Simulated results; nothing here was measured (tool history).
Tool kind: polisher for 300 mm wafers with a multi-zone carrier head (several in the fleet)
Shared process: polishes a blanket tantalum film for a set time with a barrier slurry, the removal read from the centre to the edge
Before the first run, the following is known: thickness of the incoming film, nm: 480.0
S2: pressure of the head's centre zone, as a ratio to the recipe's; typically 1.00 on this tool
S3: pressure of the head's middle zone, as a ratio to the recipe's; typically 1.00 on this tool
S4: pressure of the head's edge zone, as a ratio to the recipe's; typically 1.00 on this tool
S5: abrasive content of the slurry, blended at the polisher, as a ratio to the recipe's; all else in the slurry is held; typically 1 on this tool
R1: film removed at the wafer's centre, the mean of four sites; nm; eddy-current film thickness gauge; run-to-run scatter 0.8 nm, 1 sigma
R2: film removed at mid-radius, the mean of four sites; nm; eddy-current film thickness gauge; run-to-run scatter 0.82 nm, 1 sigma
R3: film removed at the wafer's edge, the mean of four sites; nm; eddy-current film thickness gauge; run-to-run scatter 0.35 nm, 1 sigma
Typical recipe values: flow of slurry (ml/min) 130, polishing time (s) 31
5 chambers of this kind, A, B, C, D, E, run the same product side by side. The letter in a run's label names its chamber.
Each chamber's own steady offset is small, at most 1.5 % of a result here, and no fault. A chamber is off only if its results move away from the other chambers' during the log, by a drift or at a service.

run 1D hour=5.2 | flow_of_slurry_(ml/min)=130 S2=1.00 S3=1.00 S4=1.00 S5=1 polishing_time_(s)=31 | R1=57.191 R2=56.013 R3=56.257
-- hour=8.9 chamber C: centre zone pressure recalibrated
-- hour=11.2 chamber A: worn pad replaced by a new one
run 2B hour=12.3 | flow_of_slurry_(ml/min)=130 S2=1.00 S3=1.00 S4=1.00 S5=1 polishing_time_(s)=31 | R1=57.556 R2=57.695 R3=56.451
run 3E hour=15.7 | flow_of_slurry_(ml/min)=130 S2=1.00 S3=1.00 S4=1.00 S5=1 polishing_time_(s)=31 | R1=55.743 R2=58.192 R3=56.731
run 4A hour=21.6 | flow_of_slurry_(ml/min)=130 S2=1.00 S3=1.00 S4=1.00 S5=1 polishing_time_(s)=31 | R1=56.705 R2=57.724 R3=56.489
run 5C hour=28.1 | flow_of_slurry_(ml/min)=130 S2=1.00 S3=1.00 S4=1.00 S5=1 polishing_time_(s)=31 | R1=55.948 R2=55.956 R3=57.352
-- hour=31.1 chamber B: worn pad replaced by a new one
run 6E hour=32.3 | flow_of_slurry_(ml/min)=130 S2=1.00 S3=0.92 S4=1.00 S5=1 polishing_time_(s)=31 | R1=57.508 R2=52.686 R3=56.983
run 7D hour=37.6 | flow_of_slurry_(ml/min)=130 S2=1.00 S3=0.92 S4=1.00 S5=1 polishing_time_(s)=31 | R1=57.913 R2=53.980 R3=56.424
run 8A hour=45.1 | flow_of_slurry_(ml/min)=130 S2=1.00 S3=0.92 S4=1.00 S5=1 polishing_time_(s)=31 | R1=55.412 R2=53.739 R3=57.260
-- hour=51.2 chamber E: worn pad replaced by a new one
run 9B hour=52.5 | flow_of_slurry_(ml/min)=130 S2=1.00 S3=0.92 S4=1.00 S5=1 polishing_time_(s)=31 | R1=55.763 R2=52.737 R3=56.576
run 10C hour=57.3 | flow_of_slurry_(ml/min)=130 S2=1.00 S3=0.92 S4=1.00 S5=1 polishing_time_(s)=31 | R1=55.996 R2=52.764 R3=56.230
-- hour=61.4 chamber D: worn pad replaced by a new one
run 11B hour=63.3 | flow_of_slurry_(ml/min)=130 S2=1.00 S3=1.00 S4=1.00 S5=1 polishing_time_(s)=31 | R1=56.903 R2=58.147 R3=55.599
run 12D hour=67.9 | flow_of_slurry_(ml/min)=130 S2=1.00 S3=1.00 S4=1.00 S5=1 polishing_time_(s)=31 | R1=56.894 R2=55.076 R3=56.079
run 13E hour=74.8 | flow_of_slurry_(ml/min)=130 S2=1.00 S3=1.00 S4=1.00 S5=1 polishing_time_(s)=31 | R1=56.396 R2=56.483 R3=56.323
run 14A hour=79.5 | flow_of_slurry_(ml/min)=130 S2=1.00 S3=1.00 S4=1.00 S5=1 polishing_time_(s)=31 | R1=57.206 R2=54.821 R3=56.096
run 15C hour=83.5 | flow_of_slurry_(ml/min)=130 S2=0.95 S3=1.00 S4=1.00 S5=1 polishing_time_(s)=31 | R1=52.845 R2=56.332 R3=56.738
run 16C hour=90.0 | flow_of_slurry_(ml/min)=130 S2=0.95 S3=1.00 S4=1.00 S5=1 polishing_time_(s)=31 | R1=53.034 R2=56.073 R3=56.282
-- hour=90.1 chamber C: edge zone pressure recalibrated
run 17B hour=95.1 | flow_of_slurry_(ml/min)=130 S2=0.95 S3=1.00 S4=1.00 S5=1 polishing_time_(s)=31 | R1=54.149 R2=58.110 R3=56.340
run 18E hour=99.6 | flow_of_slurry_(ml/min)=130 S2=0.95 S3=1.00 S4=1.00 S5=1 polishing_time_(s)=31 | R1=53.122 R2=56.473 R3=55.522
run 19D hour=104.9 | flow_of_slurry_(ml/min)=130 S2=0.95 S3=1.00 S4=1.00 S5=1 polishing_time_(s)=31 | R1=53.490 R2=56.019 R3=55.864
-- hour=106.3 chamber D: slurry nozzle cleaned
-- hour=109.3 chamber A: worn pad replaced by a new one
run 20A hour=109.5 | flow_of_slurry_(ml/min)=130 S2=1.00 S3=1.00 S4=1.00 S5=1 polishing_time_(s)=31 | R1=56.131 R2=55.425 R3=56.705
-- hour=112.5 chamber E: edge zone pressure recalibrated
run 21B hour=116.4 | flow_of_slurry_(ml/min)=130 S2=1.00 S3=1.00 S4=1.00 S5=1 polishing_time_(s)=31 | R1=56.536 R2=56.400 R3=56.390
run 22D hour=122.3 | flow_of_slurry_(ml/min)=130 S2=1.00 S3=1.00 S4=1.00 S5=1 polishing_time_(s)=31 | R1=57.147 R2=57.726 R3=56.130
run 23A hour=128.3 | flow_of_slurry_(ml/min)=130 S2=1.00 S3=1.00 S4=1.00 S5=1 polishing_time_(s)=31 | R1=56.890 R2=57.707 R3=56.563
-- hour=130.6 chamber C: slurry nozzle cleaned
run 24C hour=135.6 | flow_of_slurry_(ml/min)=130 S2=1.00 S3=1.00 S4=1.00 S5=1 polishing_time_(s)=31 | R1=56.795 R2=57.333 R3=56.521
run 25E hour=139.9 | flow_of_slurry_(ml/min)=130 S2=1.00 S3=1.00 S4=1.00 S5=1 polishing_time_(s)=31 | R1=57.030 R2=58.291 R3=56.159
-- hour=144.5 chamber C: worn pad replaced by a new one
run 26D hour=146.4 | flow_of_slurry_(ml/min)=130 S2=0.89 S3=1.00 S4=0.96 S5=1 polishing_time_(s)=31 | R1=50.435 R2=55.697 R3=55.201
-- hour=148.0 chamber E: worn pad replaced by a new one
run 27B hour=153.1 | flow_of_slurry_(ml/min)=130 S2=0.89 S3=1.00 S4=0.96 S5=1 polishing_time_(s)=31 | R1=49.838 R2=56.255 R3=55.243
run 28E hour=157.2 | flow_of_slurry_(ml/min)=130 S2=0.89 S3=1.00 S4=0.96 S5=1 polishing_time_(s)=31 | R1=48.008 R2=57.356 R3=55.600
run 29A hour=160.8 | flow_of_slurry_(ml/min)=130 S2=0.89 S3=1.00 S4=0.96 S5=1 polishing_time_(s)=31 | R1=48.230 R2=56.620 R3=55.765
run 30C hour=165.4 | flow_of_slurry_(ml/min)=130 S2=0.89 S3=1.00 S4=0.96 S5=1 polishing_time_(s)=31 | R1=49.846 R2=57.113 R3=56.068

What goes on in this fleet: one chamber off, a drifting gauge, or nothing beyond the chambers' own small offsets? Name the chamber and the cause, if any.

All chambers stay in line apart from their small fixed offsets, and the gauge does not drift.
